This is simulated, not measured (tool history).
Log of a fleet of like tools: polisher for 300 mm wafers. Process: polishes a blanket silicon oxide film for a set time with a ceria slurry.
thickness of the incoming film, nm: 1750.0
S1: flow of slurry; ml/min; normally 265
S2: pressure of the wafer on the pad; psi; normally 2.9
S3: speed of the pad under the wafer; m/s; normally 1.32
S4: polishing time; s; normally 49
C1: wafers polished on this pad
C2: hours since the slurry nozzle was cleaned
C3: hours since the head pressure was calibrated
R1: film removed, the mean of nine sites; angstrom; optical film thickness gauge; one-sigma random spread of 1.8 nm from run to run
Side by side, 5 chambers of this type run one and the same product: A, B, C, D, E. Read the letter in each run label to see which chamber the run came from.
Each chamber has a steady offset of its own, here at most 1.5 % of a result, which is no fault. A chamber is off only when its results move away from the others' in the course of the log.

{"hour": 4.8, "done": "chamber B: worn pad replaced by a new one"}
{"run": "1C", "hour": 4.8, "S1": 265, "S2": 2.9, "S3": 1.32, "S4": 49, "C1": 67, "C2": 562.9, "C3": 783.1, "R1": 2304.4}
{"run": "2A", "hour": 10.8, "S1": 265, "S2": 2.9, "S3": 1.32, "S4": 49, "C1": 810, "C2": 611.2, "C3": 860.6, "R1": 2210.3}
{"run": "3D", "hour": 14.9, "S1": 265, "S2": 2.9, "S3": 1.32, "S4": 49, "C1": 334, "C2": 104.1, "C3": 1160.3, "R1": 2238.3}
{"run": "4B", "hour": 20.7, "S1": 265, "S2": 2.9, "S3": 1.32, "S4": 49, "C1": 156, "C2": 238.3, "C3": 313, "R1": 2247.6}
{"run": "5E", "hour": 26.0, "S1": 265, "S2": 2.9, "S3": 1.32, "S4": 49, "C1": 441, "C2": 389.3, "C3": 331.8, "R1": 2257.7}
{"hour": 30.9, "done": "chamber C: slurry nozzle cleaned"}
{"run": "6C", "hour": 31.8, "S1": 265, "S2": 2.9, "S3": 1.32, "S4": 49, "C1": 331, "C2": 0.9, "C3": 810.1, "R1": 2298.3}
{"run": "7A", "hour": 38.0, "S1": 265, "S2": 2.9, "S3": 1.32, "S4": 49, "C1": 1077, "C2": 638.4, "C3": 887.8, "R1": 2221.4}
{"run": "8D", "hour": 42.9, "S1": 265, "S2": 2.9, "S3": 1.32, "S4": 49, "C1": 609, "C2": 132.1, "C3": 1188.3, "R1": 2279.9}
{"run": "9E", "hour": 48.0, "S1": 265, "S2": 2.9, "S3": 1.32, "S4": 49, "C1": 657, "C2": 411.3, "C3": 353.8, "R1": 2272.4}
{"hour": 50.2, "done": "chamber A: worn pad replaced by a new one"}
{"hour": 51.2, "done": "chamber D: worn pad replaced by a new one"}
{"run": "10B", "hour": 53.3, "S1": 265, "S2": 2.9, "S3": 1.32, "S4": 49, "C1": 475, "C2": 270.9, "C3": 345.6, "R1": 2250.7}
{"hour": 56.4, "done": "chamber C: worn pad replaced by a new one"}
{"run": "11D", "hour": 59.6, "S1": 265, "S2": 2.9, "S3": 1.32, "S4": 49, "C1": 83, "C2": 148.8, "C3": 1205, "R1": 2236.8}
{"run": "12C", "hour": 62.6, "S1": 265, "S2": 2.9, "S3": 1.32, "S4": 49, "C1": 60, "C2": 31.7, "C3": 840.9, "R1": 2301.9}
{"run": "13A", "hour": 66.9, "S1": 265, "S2": 2.9, "S3": 1.32, "S4": 49, "C1": 164, "C2": 667.3, "C3": 916.7, "R1": 2267.1}
{"run": "14E", "hour": 72.4, "S1": 345, "S2": 2.9, "S3": 1.74, "S4": 49, "C1": 895, "C2": 435.7, "C3": 378.2, "R1": 3036.2}
{"hour": 74.4, "done": "chamber B: worn pad replaced by a new one"}
{"run": "15B", "hour": 75.7, "S1": 345, "S2": 2.9, "S3": 1.74, "S4": 49, "C1": 13, "C2": 293.3, "C3": 368, "R1": 2985.8}
{"run": "16E", "hour": 81.0, "S1": 345, "S2": 2.9, "S3": 1.74, "S4": 49, "C1": 980, "C2": 444.3, "C3": 386.8, "R1": 3055.3}
{"run": "17B", "hour": 85.7, "S1": 345, "S2": 2.9, "S3": 1.74, "S4": 49, "C1": 110, "C2": 303.3, "C3": 378, "R1": 3045.1}
{"hour": 86.6, "done": "chamber D: head pressure recalibrated"}
{"run": "18C", "hour": 90.2, "S1": 345, "S2": 2.9, "S3": 1.74, "S4": 49, "C1": 330, "C2": 59.3, "C3": 868.5, "R1": 3100.5}
{"run": "19A", "hour": 95.6, "S1": 265, "S2": 2.9, "S3": 1.32, "S4": 49, "C1": 445, "C2": 696, "C3": 945.4, "R1": 2259.1}
{"hour": 96.6, "done": "chamber E: head pressure recalibrated"}
{"run": "20D", "hour": 102.0, "S1": 265, "S2": 2.9, "S3": 1.32, "S4": 49, "C1": 498, "C2": 191.2, "C3": 15.5, "R1": 2043.1}
{"run": "21E", "hour": 108.2, "S1": 265, "S2": 2.9, "S3": 1.32, "S4": 49, "C1": 1246, "C2": 471.5, "C3": 11.6, "R1": 2273.8}
{"run": "22B", "hour": 111.2, "S1": 265, "S2": 2.9, "S3": 1.32, "S4": 49, "C1": 360, "C2": 328.8, "C3": 403.5, "R1": 2254.2}
{"hour": 115.0, "done": "chamber C: worn pad replaced by a new one"}
{"run": "23D", "hour": 115.5, "S1": 265, "S2": 2.9, "S3": 1.32, "S4": 49, "C1": 630, "C2": 204.7, "C3": 29, "R1": 2001.9}
{"run": "24C", "hour": 121.3, "S1": 265, "S2": 2.9, "S3": 1.32, "S4": 49, "C1": 61, "C2": 90.4, "C3": 899.6, "R1": 2250.4}
{"hour": 123.5, "done": "chamber E: worn pad replaced by a new one"}
{"run": "25A", "hour": 125.7, "S1": 265, "S2": 2.9, "S3": 1.32, "S4": 49, "C1": 739, "C2": 726.1, "C3": 975.5, "R1": 2226.7}
{"hour": 131.7, "done": "chamber D: worn pad replaced by a new one"}
{"hour": 131.8, "done": "chamber B: worn pad replaced by a new one"}
{"run": "26D", "hour": 131.9, "S1": 265, "S2": 2.9, "S3": 1.32, "S4": 49, "C1": 2, "C2": 221.1, "C3": 45.4, "R1": 2026.6}
{"run": "27C", "hour": 137.9, "S1": 265, "S2": 2.9, "S3": 1.32, "S4": 49, "C1": 224, "C2": 107, "C3": 916.2, "R1": 2295.8}
{"hour": 141.3, "done": "chamber A: slurry nozzle cleaned"}
{"run": "28A", "hour": 144.2, "S1": 265, "S2": 2.9, "S3": 1.32, "S4": 49, "C1": 920, "C2": 3, "C3": 994, "R1": 2238.5}
{"run": "29E", "hour": 147.8, "S1": 265, "S2": 2, "S3": 1.32, "S4": 63, "C1": 237, "C2": 511.1, "C3": 51.2, "R1": 1991.4}
{"run": "30B", "hour": 150.9, "S1": 265, "S2": 2, "S3": 1.32, "S4": 63, "C1": 187, "C2": 368.5, "C3": 443.2, "R1": 1990.4}
{"run": "31A", "hour": 155.4, "S1": 265, "S2": 2, "S3": 1.32, "S4": 63, "C1": 1030, "C2": 14.2, "C3": 1005.2, "R1": 2006.4}
{"run": "32C", "hour": 159.9, "S1": 265, "S2": 2, "S3": 1.32, "S4": 63, "C1": 439, "C2": 129, "C3": 938.2, "R1": 2018.6}
{"run": "33E", "hour": 165.4, "S1": 265, "S2": 2, "S3": 1.32, "S4": 63, "C1": 410, "C2": 528.7, "C3": 68.8, "R1": 1980}
{"run": "34D", "hour": 171.5, "S1": 265, "S2": 2.9, "S3": 1.32, "S4": 49, "C1": 389, "C2": 260.7, "C3": 85, "R1": 2021.6}
{"run": "35B", "hour": 175.3, "S1": 265, "S2": 2.9, "S3": 1.32, "S4": 49, "C1": 426, "C2": 392.9, "C3": 467.6, "R1": 2240.7}
{"hour": 177.9, "done": "chamber C: worn pad replaced by a new one"}
{"run": "36A", "hour": 180.6, "S1": 265, "S2": 2.9, "S3": 1.32, "S4": 49, "C1": 1277, "C2": 39.4, "C3": 1030.4, "R1": 2236.7}
{"run": "37E", "hour": 186.8, "S1": 265, "S2": 2.9, "S3": 1.32, "S4": 49, "C1": 619, "C2": 550.1, "C3": 90.2, "R1": 2298.1}
{"run": "38C", "hour": 191.8, "S1": 265, "S2": 2.9, "S3": 1.32, "S4": 49, "C1": 136, "C2": 160.9, "C3": 970.1, "R1": 2278.2}

Each of the 5 chambers runs these same settings next. Fill in every chamber's results:
{"run": "39A", "hour": 196.5, "S1": 265, "S2": 2.9, "S3": 1.48, "S4": 49, "R1": "?"}
{"run": "39B", "hour": 196.5, "S1": 265, "S2": 2.9, "S3": 1.48, "S4": 49, "R1": "?"}
{"run": "39C", "hour": 196.5, "S1": 265, "S2": 2.9, "S3": 1.48, "S4": 49, "R1": "?"}
{"run": "39D", "hour": 196.5, "S1": 265, "S2": 2.9, "S3": 1.48, "S4": 49, "R1": "?"}
{"run": "39E", "hour": 196.5, "S1": 265, "S2": 2.9, "S3": 1.48, "S4": 49, "R1": "?"}

run=39A R1=2503.7
run=39B R1=2529.7
run=39C R1=2528
run=39D R1=2259
run=39E R1=2576.9
